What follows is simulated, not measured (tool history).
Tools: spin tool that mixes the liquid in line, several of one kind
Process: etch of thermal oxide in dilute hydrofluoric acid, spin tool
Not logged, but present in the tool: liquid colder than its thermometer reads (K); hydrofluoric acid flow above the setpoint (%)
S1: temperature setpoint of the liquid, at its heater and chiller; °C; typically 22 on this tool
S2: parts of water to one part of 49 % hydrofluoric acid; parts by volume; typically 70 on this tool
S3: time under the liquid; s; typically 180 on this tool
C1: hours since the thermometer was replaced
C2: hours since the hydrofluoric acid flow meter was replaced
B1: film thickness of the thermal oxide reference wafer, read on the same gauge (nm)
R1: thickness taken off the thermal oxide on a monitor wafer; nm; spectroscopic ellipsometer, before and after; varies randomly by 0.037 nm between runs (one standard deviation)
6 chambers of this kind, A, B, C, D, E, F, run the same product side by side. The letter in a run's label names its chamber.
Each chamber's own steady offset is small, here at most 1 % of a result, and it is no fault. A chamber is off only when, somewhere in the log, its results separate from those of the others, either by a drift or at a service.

run,hour,S1,S2,S3,C1,C2,B1,R1
1A,6.9,22,70,180,238.3,111.7,99.988,11.808
2E,13.4,22,70,180,329.5,411.2,100.01,11.819
3D,18,22,70,180,2079.1,206.3,100.01,11.701
4F,24.7,22,70,180,982.6,42.9,99.975,11.661
5C,30.2,26,70,275,895.2,86,100.04,21.128
6B,34.9,26,70,275,362.6,1715.7,99.984,20.917
7A,41.8,26,70,275,273.2,146.6,100.02,21.198
8B,49.1,26,70,275,376.8,1729.9,100.02,20.905
9F,56.6,26,70,275,1014.5,74.8,99.987,20.818
10D,61.1,26,70,275,2122.2,249.4,100,21.239
11E,66.8,22,55,180,382.9,464.6,100.02,15.261
12C,74,22,55,180,939,129.8,99.965,15.205
13A,78.9,22,55,180,310.3,183.7,100.05,15.341
14C,83.5,22,55,180,948.5,139.3,99.984,15.316
15B,89.9,22,55,180,417.6,1770.7,100.01,15.116
16E,94.1,22,55,180,410.2,491.9,99.978,15.171
17D,99.7,22,95,285,2160.8,288,100.01,13.28
18F,104.4,22,95,285,1062.3,122.6,100.03,13.179
19B,108.2,22,95,285,435.9,1789,99.993,13.17
20F,111.8,22,95,285,1069.7,130,99.976,13.229
21C,115.8,22,95,285,980.8,171.6,99.984,13.2
22D,121.6,22,95,285,2182.7,309.9,99.974,13.26
23A,125.4,25,40,180,356.8,230.2,100.02,24.681
24E,131,25,40,180,447.1,528.8,100.02,23.61
25B,137.6,25,40,180,465.3,1818.4,99.993,24.252
26F,141.5,25,40,180,1099.4,159.7,99.975,23.891
27A,146.9,25,40,180,378.3,251.7,100.05,24.531
28C,153.5,25,40,180,1018.5,209.3,99.977,24.518
29E,157.9,22,70,180,474,555.7,100.01,11.536
30D,165.6,22,70,180,2226.7,353.9,100.02,11.787
31F,169.3,22,85,235,1127.2,187.5,99.994,12.283
32B,173,22,85,235,500.7,1853.8,100.01,12.16
33E,181.1,22,85,235,497.2,578.9,100,12.082
34A,186.7,22,85,235,418.1,291.5,100.02,12.456
35C,193.9,22,85,235,1058.9,249.7,100.01,12.353
36D,200.8,22,85,235,2261.9,389.1,100.01,12.433
37D,205.8,22,70,180,2266.9,394.1,99.976,11.763

All chambers now run identical settings, listed one chamber a line with results as question marks. What results will each chamber show?
38A,211.6,18.5,70,180,,,,?
38B,211.6,18.5,70,180,,,,?
38C,211.6,18.5,70,180,,,,?
38D,211.6,18.5,70,180,,,,?
38E,211.6,18.5,70,180,,,,?
38F,211.6,18.5,70,180,,,,?

run,R1
38A,10.288
38B,10.016
38C,10.188
38D,10.124
38E,9.7237
38F,10.108
